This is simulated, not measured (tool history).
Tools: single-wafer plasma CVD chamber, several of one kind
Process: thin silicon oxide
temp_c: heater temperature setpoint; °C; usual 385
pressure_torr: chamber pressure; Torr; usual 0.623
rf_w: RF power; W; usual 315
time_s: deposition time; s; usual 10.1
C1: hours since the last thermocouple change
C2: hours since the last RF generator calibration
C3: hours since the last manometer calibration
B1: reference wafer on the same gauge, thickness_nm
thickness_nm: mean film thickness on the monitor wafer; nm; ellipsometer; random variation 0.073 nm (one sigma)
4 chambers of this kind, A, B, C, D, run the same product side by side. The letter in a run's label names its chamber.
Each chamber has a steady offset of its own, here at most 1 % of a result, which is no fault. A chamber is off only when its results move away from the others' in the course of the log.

Run 1A, day 0.179: usual settings; C1 519.6; C2 49.1; C3 793.6; B1 14.914. Result: thickness_nm 14.893 nm.
Run 2C, day 0.392: usual settings; C1 68.2; C2 1625.4; C3 216.4; B1 14.912. Result: thickness_nm 14.85 nm.
Run 3D, day 0.617: usual settings; C1 2752.3; C2 1188.9; C3 1831.6; B1 14.92. Result: thickness_nm 14.571 nm.
Run 4B, day 0.888: usual settings; C1 2989.1; C2 452.1; C3 1935.8; B1 14.897. Result: thickness_nm 14.74 nm.
Run 5D, day 1.033: usual settings but rf_w 370 W, time_s 10.9 s; C1 2762.3; C2 1198.9; C3 1841.6; B1 14.894. Result: thickness_nm 16.898 nm.
Run 6A, day 1.188: usual settings but rf_w 370 W, time_s 10.9 s; C1 543.8; C2 73.3; C3 817.8; B1 14.889. Result: thickness_nm 16.988 nm.
Run 7C, day 1.329: usual settings but rf_w 370 W, time_s 10.9 s; C1 90.7; C2 1647.9; C3 238.9; B1 14.92. Result: thickness_nm 17.007 nm.
Run 8B, day 1.542: usual settings but rf_w 370 W, time_s 10.9 s; C1 3004.8; C2 467.8; C3 1951.5; B1 14.905. Result: thickness_nm 16.986 nm.
Run 9D, day 1.8: usual settings; C1 2780.7; C2 1217.3; C3 1860; B1 14.908. Result: thickness_nm 14.74 nm.
Run 10A, day 2.033: usual settings; C1 564.1; C2 93.6; C3 838.1; B1 14.892. Result: thickness_nm 14.769 nm.
Run 11C, day 2.204: usual settings; C1 111.7; C2 1668.9; C3 259.9; B1 14.89. Result: thickness_nm 14.665 nm.
Run 12B, day 2.371: usual settings; C1 3024.7; C2 487.7; C3 1971.4; B1 14.901. Result: thickness_nm 14.787 nm.
Run 13C, day 2.529: usual settings; C1 119.5; C2 1676.7; C3 267.7; B1 14.91. Result: thickness_nm 14.859 nm.
Run 14B, day 2.667: usual settings; C1 3031.8; C2 494.8; C3 1978.5; B1 14.895. Result: thickness_nm 14.746 nm.
Run 15D, day 2.846: usual settings but temp_c 395 °C, time_s 8.2 s; C1 2805.8; C2 1242.4; C3 1885.1; B1 14.917. Result: thickness_nm 11.88 nm.
Run 16A, day 3.012: usual settings but temp_c 395 °C, time_s 8.2 s; C1 587.6; C2 117.1; C3 861.6; B1 14.909. Result: thickness_nm 11.793 nm.
Run 17A, day 3.246: usual settings but temp_c 395 °C, time_s 8.2 s; C1 593.2; C2 122.7; C3 867.2; B1 14.885. Result: thickness_nm 11.899 nm.
Run 18B, day 3.4: usual settings but temp_c 395 °C, time_s 8.2 s; C1 3049.4; C2 512.4; C3 1996.1; B1 14.883. Result: thickness_nm 11.815 nm.
Run 19C, day 3.617: usual settings; C1 145.6; C2 1702.8; C3 293.8; B1 14.914. Result: thickness_nm 14.785 nm.
Run 20D, day 3.812: usual settings; C1 2829; C2 1265.6; C3 1908.3; B1 14.903. Result: thickness_nm 14.596 nm.
Run 21D, day 4.058: usual settings; C1 2834.9; C2 1271.5; C3 1914.2; B1 14.891. Result: thickness_nm 14.74 nm.
Run 22C, day 4.325: usual settings; C1 162.6; C2 1719.8; C3 310.8; B1 14.886. Result: thickness_nm 14.76 nm.
Run 23B, day 4.462: usual settings; C1 3074.9; C2 537.9; C3 2021.6; B1 14.896. Result: thickness_nm 14.798 nm.
Run 24A, day 4.608: usual settings; C1 625.9; C2 155.4; C3 899.9; B1 14.903. Result: thickness_nm 14.478 nm.

All 4 chambers run these settings next. Forecast each chamber's results:
Run 25A, day 4.812: usual settings. Result: thickness_nm ?.
Run 25B, day 4.812: usual settings. Result: thickness_nm ?.
Run 25C, day 4.812: usual settings. Result: thickness_nm ?.
Run 25D, day 4.812: usual settings. Result: thickness_nm ?.

run  thickness_nm
25A        14.298
25B        14.721
25C        14.686
25D        14.735
